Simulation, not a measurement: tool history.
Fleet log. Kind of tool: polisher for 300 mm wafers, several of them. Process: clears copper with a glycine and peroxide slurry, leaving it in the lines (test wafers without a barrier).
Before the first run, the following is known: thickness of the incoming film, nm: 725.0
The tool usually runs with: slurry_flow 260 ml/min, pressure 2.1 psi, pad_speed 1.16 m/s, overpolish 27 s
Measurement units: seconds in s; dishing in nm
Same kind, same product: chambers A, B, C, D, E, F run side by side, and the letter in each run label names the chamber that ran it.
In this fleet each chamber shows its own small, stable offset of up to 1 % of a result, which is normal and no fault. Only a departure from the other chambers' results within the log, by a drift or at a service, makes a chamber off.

At hour 7.0: chamber C: slurry nozzle cleaned.
Run 1B, hour 8.9: usual settings. Result: seconds 151.57 s, dishing 65.283 nm.
Run 2F, hour 18.5: usual settings. Result: seconds 149.34 s, dishing 66.651 nm.
Run 3E, hour 28.6: usual settings. Result: seconds 148.81 s, dishing 65.854 nm.
At hour 36.1: chamber F: worn pad replaced by a new one.
At hour 39.1: chamber B: worn pad replaced by a new one.
Run 4D, hour 43.4: usual settings. Result: seconds 150.89 s, dishing 65.546 nm.
At hour 44.4: chamber E: slurry nozzle cleaned.
Run 5A, hour 56.3: usual settings. Result: seconds 150.87 s, dishing 65.198 nm.
Run 6C, hour 63.4: usual settings. Result: seconds 151.05 s, dishing 67.994 nm.
Run 7C, hour 79.6: usual settings. Result: seconds 152.86 s, dishing 63.556 nm.
At hour 81.8: chamber E: worn pad replaced by a new one.
At hour 86.7: chamber F: slurry nozzle cleaned.
Run 8B, hour 87.6: usual settings. Result: seconds 150.73 s, dishing 67.174 nm.
Run 9F, hour 95.7: usual settings. Result: seconds 149.08 s, dishing 66.086 nm.
At hour 96.1: chamber C: worn pad replaced by a new one.
Run 10E, hour 103.6: usual settings. Result: seconds 153.77 s, dishing 63.928 nm.
Run 11D, hour 116.6: usual settings. Result: seconds 150.27 s, dishing 65.916 nm.
At hour 120.6: chamber C: head pressure recalibrated.
Run 12A, hour 129.9: usual settings. Result: seconds 151.99 s, dishing 64.720 nm.
Run 13D, hour 142.5: usual settings. Result: seconds 151.23 s, dishing 65.143 nm.
Run 14B, hour 152.9: usual settings. Result: seconds 150.85 s, dishing 64.885 nm.
Run 15F, hour 164.2: usual settings but overpolish 16 s. Result: seconds 148.31 s, dishing 47.244 nm.
At hour 167.2: chamber A: worn pad replaced by a new one.
Run 16A, hour 173.5: usual settings but overpolish 16 s. Result: seconds 151.98 s, dishing 46.239 nm.
Run 17E, hour 185.1: usual settings but overpolish 16 s. Result: seconds 150.98 s, dishing 46.546 nm.
At hour 189.4: chamber B: slurry nozzle cleaned.
At hour 193.0: chamber D: worn pad replaced by a new one.
Run 18C, hour 197.2: usual settings but overpolish 16 s. Result: seconds 151.17 s, dishing 46.688 nm.
At hour 202.0: chamber E: head pressure recalibrated.
Run 19C, hour 207.4: usual settings but overpolish 16 s. Result: seconds 151.33 s, dishing 47.316 nm.
At hour 219.1: chamber B: worn pad replaced by a new one.
Run 20D, hour 223.1: usual settings but overpolish 16 s. Result: seconds 151.96 s, dishing 47.137 nm.
At hour 232.7: chamber F: worn pad replaced by a new one.
Run 21F, hour 236.2: usual settings. Result: seconds 146.72 s, dishing 64.920 nm.
At hour 237.1: chamber C: worn pad replaced by a new one.
Run 22B, hour 250.9: usual settings. Result: seconds 151.77 s, dishing 64.044 nm.
At hour 258.6: chamber D: slurry nozzle cleaned.
Run 23A, hour 259.7: usual settings. Result: seconds 148.99 s, dishing 65.990 nm.
Run 24E, hour 268.7: usual settings. Result: seconds 150.24 s, dishing 65.572 nm.
At hour 272.6: chamber E: worn pad replaced by a new one.
Run 25F, hour 283.7: usual settings. Result: seconds 148.74 s, dishing 66.610 nm.
Run 26E, hour 291.2: usual settings but pad_speed 0.90 m/s, overpolish 14 s. Result: seconds 183.00 s, dishing 37.655 nm.
Run 27D, hour 299.0: usual settings but pad_speed 0.90 m/s, overpolish 14 s. Result: seconds 181.27 s, dishing 36.153 nm.
Run 28A, hour 307.1: usual settings but pad_speed 0.90 m/s, overpolish 14 s. Result: seconds 183.32 s, dishing 37.045 nm.
Run 29B, hour 319.7: usual settings but pad_speed 0.90 m/s, overpolish 14 s. Result: seconds 185.52 s, dishing 36.149 nm.
Run 30C, hour 329.8: usual settings but pad_speed 0.90 m/s, overpolish 14 s. Result: seconds 184.16 s, dishing 35.453 nm.
Run 31A, hour 344.9: usual settings but pad_speed 0.90 m/s, overpolish 14 s. Result: seconds 182.64 s, dishing 36.357 nm.
At hour 347.0: chamber D: head pressure recalibrated.
Run 32C, hour 355.6: usual settings. Result: seconds 151.01 s, dishing 65.476 nm.
Run 33F, hour 370.6: usual settings. Result: seconds 145.37 s, dishing 65.358 nm.
At hour 378.8: chamber E: slurry nozzle cleaned.
Run 34B, hour 382.6: usual settings. Result: seconds 150.34 s, dishing 66.666 nm.
At hour 394.0: chamber D: worn pad replaced by a new one.
Run 35D, hour 394.1: usual settings. Result: seconds 150.81 s, dishing 64.444 nm.
Run 36E, hour 404.4: usual settings. Result: seconds 149.58 s, dishing 65.801 nm.

One chamber off, gauge drift, or nothing amiss beyond the chambers' own small offsets? If it is a chamber, which one, and what is the likeliest cause?

No chamber is off and the gauge is stable; the differences are just each chamber's small, constant offset.
